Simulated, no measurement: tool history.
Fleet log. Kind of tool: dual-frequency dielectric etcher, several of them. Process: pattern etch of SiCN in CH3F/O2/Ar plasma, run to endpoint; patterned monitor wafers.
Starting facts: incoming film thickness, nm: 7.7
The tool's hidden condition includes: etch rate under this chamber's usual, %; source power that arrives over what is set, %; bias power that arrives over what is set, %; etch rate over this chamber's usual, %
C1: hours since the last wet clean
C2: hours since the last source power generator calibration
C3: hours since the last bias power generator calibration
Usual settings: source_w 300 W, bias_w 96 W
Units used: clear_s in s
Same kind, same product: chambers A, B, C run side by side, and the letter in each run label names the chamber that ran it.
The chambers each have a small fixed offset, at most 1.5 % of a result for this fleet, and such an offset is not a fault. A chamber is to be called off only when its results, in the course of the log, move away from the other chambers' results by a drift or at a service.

Run 1A, hour 9.3: usual settings; C1 15.4; C2 1779.7; C3 575.4. Result: clear_s 20.358 s.
Run 2C, hour 18.1: usual settings; C1 267.5; C2 1657.8; C3 2010.0. Result: clear_s 20.326 s.
Run 3B, hour 25.1: usual settings; C1 386.5; C2 3477.3; C3 487.4. Result: clear_s 20.645 s.
Run 4B, hour 40.7: usual settings; C1 402.1; C2 3492.9; C3 503.0. Result: clear_s 20.681 s.
Run 5C, hour 48.9: usual settings; C1 298.3; C2 1688.6; C3 2040.8. Result: clear_s 20.444 s.
Run 6A, hour 55.8: usual settings; C1 61.9; C2 1826.2; C3 621.9. Result: clear_s 20.248 s.
Run 7A, hour 70.8: usual settings; C1 76.9; C2 1841.2; C3 636.9. Result: clear_s 20.291 s.
Run 8B, hour 81.1: usual settings; C1 442.5; C2 3533.3; C3 543.4. Result: clear_s 20.634 s.
Run 9C, hour 89.0: usual settings; C1 338.4; C2 1728.7; C3 2080.9. Result: clear_s 20.366 s.
Run 10A, hour 104.1: usual settings; C1 110.2; C2 1874.5; C3 670.2. Result: clear_s 20.264 s.
Run 11C, hour 119.8: usual settings; C1 369.2; C2 1759.5; C3 2111.7. Result: clear_s 20.295 s.
Run 12B, hour 132.4: usual settings; C1 493.8; C2 3584.6; C3 594.7. Result: clear_s 20.667 s.
Run 13A, hour 144.7: usual settings; C1 150.8; C2 1915.1; C3 710.8. Result: clear_s 20.275 s.
Run 14C, hour 158.7: usual settings; C1 408.1; C2 1798.4; C3 2150.6. Result: clear_s 20.262 s.
At hour 159.0: chamber C: wet clean of the chamber.
At hour 160.2: chamber B: source power generator calibrated.
At hour 161.0: chamber B: wet clean of the chamber.
Run 15B, hour 172.1: usual settings; C1 11.2; C2 12.0; C3 634.4. Result: clear_s 20.714 s.
Run 16C, hour 180.7: usual settings; C1 21.7; C2 1820.4; C3 2172.6. Result: clear_s 19.855 s.
Run 17B, hour 194.4: usual settings; C1 33.5; C2 34.3; C3 656.7. Result: clear_s 20.613 s.
Run 18A, hour 209.7: usual settings; C1 215.8; C2 1980.1; C3 775.8. Result: clear_s 20.353 s.
Run 19C, hour 218.9: usual settings; C1 59.9; C2 1858.6; C3 2210.8. Result: clear_s 19.915 s.
Run 20A, hour 228.5: usual settings; C1 234.6; C2 1998.9; C3 794.6. Result: clear_s 20.350 s.
Run 21B, hour 237.9: usual settings; C1 77.0; C2 77.8; C3 700.2. Result: clear_s 20.688 s.
Run 22B, hour 253.5: usual settings; C1 92.6; C2 93.4; C3 715.8. Result: clear_s 20.652 s.
Run 23A, hour 264.4: usual settings; C1 270.5; C2 2034.8; C3 830.5. Result: clear_s 20.331 s.
Run 24C, hour 274.0: usual settings; C1 115.0; C2 1913.7; C3 2265.9. Result: clear_s 19.947 s.

Which is it: a chamber that has drifted or been left off by a service, a gauge drift common to all chambers, or only each chamber's usual small offset? If a chamber is off, name it and its likeliest cause.

Chamber C came out of a service off from its peers and stayed that way.
What lies behind it: etch rate over this chamber's usual, % = 2.24.

Here are 4 candidates for chamber C's next run, each the usual settings with a change, their results left as question marks. Which one brings its results back in line with what the others give on the usual settings?
In line here means within this much of the mean the other chambers give on the usual settings: clear_s 0.230 s
Run 25C-1, hour 285.3: usual settings but source_w 310 W, bias_w 99 W. Result: clear_s ?.
Run 25C-2, hour 285.3: usual settings but source_w 280 W. Result: clear_s ?.
Run 25C-3, hour 285.3: usual settings but source_w 320 W, bias_w 102 W. Result: clear_s ?.
Run 25C-4, hour 285.3: usual settings but source_w 280 W, bias_w 90 W. Result: clear_s ?.

On the usual settings, the other chambers give on average: clear_s 20.490 s
  run  clear_s
25C-1   19.409
25C-2   20.398
25C-3   18.962
25C-4   20.907
25C-2 is the one that brings the chamber's results back in line with the other chambers.
